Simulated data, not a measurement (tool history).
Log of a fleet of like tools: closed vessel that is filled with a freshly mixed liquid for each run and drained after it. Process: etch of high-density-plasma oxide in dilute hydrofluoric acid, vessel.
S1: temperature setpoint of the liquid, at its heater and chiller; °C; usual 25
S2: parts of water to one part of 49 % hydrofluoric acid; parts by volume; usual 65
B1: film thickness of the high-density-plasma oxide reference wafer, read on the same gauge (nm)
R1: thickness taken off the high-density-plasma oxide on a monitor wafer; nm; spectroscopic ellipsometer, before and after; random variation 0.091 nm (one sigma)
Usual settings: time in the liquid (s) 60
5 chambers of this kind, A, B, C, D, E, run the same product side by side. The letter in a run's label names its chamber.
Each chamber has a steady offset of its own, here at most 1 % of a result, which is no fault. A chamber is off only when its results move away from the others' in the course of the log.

{"run": "1C", "hour": 4.8, "S1": 25, "S2": 65, "time in the liquid (s)": 60, "B1": 80.015, "R1": 11.318}
{"run": "2B", "hour": 14.7, "S1": 25, "S2": 65, "time in the liquid (s)": 60, "B1": 80.013, "R1": 11.181}
{"run": "3A", "hour": 21.6, "S1": 25, "S2": 65, "time in the liquid (s)": 60, "B1": 80.021, "R1": 11.228}
{"run": "4D", "hour": 28.8, "S1": 25, "S2": 65, "time in the liquid (s)": 60, "B1": 79.978, "R1": 11.31}
{"run": "5E", "hour": 37.4, "S1": 22.5, "S2": 65, "time in the liquid (s)": 30, "B1": 79.989, "R1": 5.0619}
{"run": "6C", "hour": 46.7, "S1": 22.5, "S2": 65, "time in the liquid (s)": 30, "B1": 79.993, "R1": 5.1152}
{"run": "7A", "hour": 53.5, "S1": 22.5, "S2": 65, "time in the liquid (s)": 30, "B1": 79.994, "R1": 5.0963}
{"run": "8D", "hour": 58.5, "S1": 22.5, "S2": 65, "time in the liquid (s)": 30, "B1": 79.989, "R1": 5.0588}
{"run": "9E", "hour": 67.6, "S1": 22.5, "S2": 65, "time in the liquid (s)": 30, "B1": 80.008, "R1": 4.9922}
{"run": "10B", "hour": 74.2, "S1": 25, "S2": 65, "time in the liquid (s)": 60, "B1": 79.994, "R1": 11.116}
{"run": "11D", "hour": 79.0, "S1": 20.5, "S2": 65, "time in the liquid (s)": 90, "B1": 79.999, "R1": 14.031}
{"hour": 82.3, "done": "chamber B: thermometer replaced"}
{"run": "12C", "hour": 88.7, "S1": 20.5, "S2": 65, "time in the liquid (s)": 90, "B1": 80.006, "R1": 14.059}
{"run": "13E", "hour": 95.1, "S1": 20.5, "S2": 65, "time in the liquid (s)": 90, "B1": 79.983, "R1": 13.501}
{"run": "14B", "hour": 103.3, "S1": 20.5, "S2": 65, "time in the liquid (s)": 90, "B1": 80.009, "R1": 13.933}
{"run": "15A", "hour": 110.3, "S1": 20.5, "S2": 65, "time in the liquid (s)": 90, "B1": 79.976, "R1": 14.196}
{"run": "16B", "hour": 116.0, "S1": 25, "S2": 65, "time in the liquid (s)": 60, "B1": 79.988, "R1": 11.1}
{"run": "17D", "hour": 122.4, "S1": 25, "S2": 65, "time in the liquid (s)": 60, "B1": 80.008, "R1": 11.372}
{"run": "18E", "hour": 128.2, "S1": 25, "S2": 65, "time in the liquid (s)": 60, "B1": 80.017, "R1": 10.593}
{"hour": 134.3, "done": "chamber D: hydrofluoric acid flow meter replaced"}
{"run": "19C", "hour": 137.1, "S1": 25, "S2": 65, "time in the liquid (s)": 60, "B1": 80.012, "R1": 11.289}
{"run": "20A", "hour": 144.9, "S1": 25, "S2": 65, "time in the liquid (s)": 60, "B1": 80.006, "R1": 11.206}
{"run": "21B", "hour": 155.0, "S1": 25, "S2": 65, "time in the liquid (s)": 60, "B1": 79.977, "R1": 11.172}
{"run": "22A", "hour": 164.1, "S1": 25, "S2": 65, "time in the liquid (s)": 60, "B1": 80.015, "R1": 11.421}
{"run": "23C", "hour": 172.2, "S1": 25, "S2": 65, "time in the liquid (s)": 60, "B1": 80.033, "R1": 11.369}
{"run": "24D", "hour": 181.1, "S1": 25, "S2": 65, "time in the liquid (s)": 60, "B1": 79.984, "R1": 11.311}
{"run": "25E", "hour": 189.5, "S1": 25, "S2": 65, "time in the liquid (s)": 60, "B1": 80.019, "R1": 10.55}
{"run": "26A", "hour": 196.5, "S1": 25, "S2": 65, "time in the liquid (s)": 60, "B1": 80.005, "R1": 11.247}
{"run": "27B", "hour": 203.9, "S1": 25, "S2": 65, "time in the liquid (s)": 60, "B1": 79.993, "R1": 11.35}
{"run": "28C", "hour": 214.1, "S1": 21.5, "S2": 65, "time in the liquid (s)": 50, "B1": 80.009, "R1": 8.0733}
{"run": "29D", "hour": 219.1, "S1": 21.5, "S2": 65, "time in the liquid (s)": 50, "B1": 80.01, "R1": 8.1273}
{"run": "30E", "hour": 227.0, "S1": 21.5, "S2": 65, "time in the liquid (s)": 50, "B1": 79.998, "R1": 7.486}
{"run": "31A", "hour": 237.1, "S1": 21.5, "S2": 65, "time in the liquid (s)": 50, "B1": 79.986, "R1": 8.1508}

Next, every chamber runs the same settings. What will each give?
{"run": "32A", "hour": 244.6, "S1": 25, "S2": 65, "time in the liquid (s)": 60, "R1": "?"}
{"run": "32B", "hour": 244.6, "S1": 25, "S2": 65, "time in the liquid (s)": 60, "R1": "?"}
{"run": "32C", "hour": 244.6, "S1": 25, "S2": 65, "time in the liquid (s)": 60, "R1": "?"}
{"run": "32D", "hour": 244.6, "S1": 25, "S2": 65, "time in the liquid (s)": 60, "R1": "?"}
{"run": "32E", "hour": 244.6, "S1": 25, "S2": 65, "time in the liquid (s)": 60, "R1": "?"}

run=32A R1=11.307
run=32B R1=11.225
run=32C R1=11.194
run=32D R1=11.276
run=32E R1=10.251
